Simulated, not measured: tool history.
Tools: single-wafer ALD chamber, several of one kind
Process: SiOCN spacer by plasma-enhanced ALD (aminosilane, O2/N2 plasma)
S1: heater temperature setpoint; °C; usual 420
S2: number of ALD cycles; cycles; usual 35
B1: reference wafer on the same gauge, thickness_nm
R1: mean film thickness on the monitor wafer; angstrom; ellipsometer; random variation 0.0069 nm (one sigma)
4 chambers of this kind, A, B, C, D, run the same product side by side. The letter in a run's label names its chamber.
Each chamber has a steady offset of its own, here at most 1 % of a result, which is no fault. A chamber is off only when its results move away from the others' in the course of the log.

run	hour	S1	S2	B1	R1
1B	7.8	420	35	2.1600	19.741
2D	11.8	420	35	2.1590	19.959
3C	18.8	420	35	2.1620	20.028
4A	28.0	420	35	2.1586	19.534
5D	32.7	420	35	2.1591	20.069
6A	39.5	420	35	2.1591	19.611
7C	44.2	430	35	2.1601	19.400
8B	51.9	430	35	2.1608	19.049
9A	60.4	430	35	2.1601	18.879
10D	69.4	430	35	2.1611	19.273
11B	74.2	420	35	2.1585	19.634
# hour 78.0: chamber B: thermocouple changed; heater temperature recalibrated
12C	80.2	420	35	2.1587	20.072
13B	85.0	420	35	2.1612	19.388
14D	91.5	420	35	2.1603	19.915
15A	99.2	420	35	2.1584	19.652
16C	105.5	420	35	2.1593	19.882
17D	114.1	420	35	2.1599	20.164
18C	120.6	420	35	2.1602	19.978
19B	129.8	420	35	2.1603	19.196
20A	134.4	420	35	2.1610	19.671
21A	139.1	420	35	2.1606	19.852
22C	145.0	420	35	2.1594	19.911
23B	152.8	420	35	2.1596	19.335
24D	159.5	420	35	2.1604	19.898
25D	165.0	420	35	2.1574	19.921
26B	172.7	420	35	2.1590	19.259
27A	176.9	420	35	2.1614	19.670
28C	185.8	420	35	2.1610	20.067
29C	192.0	420	35	2.1601	19.902
30A	200.7	412	35	2.1594	20.308
31B	209.7	412	35	2.1602	19.782
32D	213.7	412	35	2.1588	20.485
33C	222.3	412	35	2.1582	20.448
34D	227.6	412	42	2.1607	24.633

All 4 chambers run these settings next. Forecast each chamber's results:
35A	234.2	408	35		?
35B	234.2	408	35		?
35C	234.2	408	35		?
35D	234.2	408	35		?

run	R1
35A	20.421
35B	20.048
35C	20.697
35D	20.830
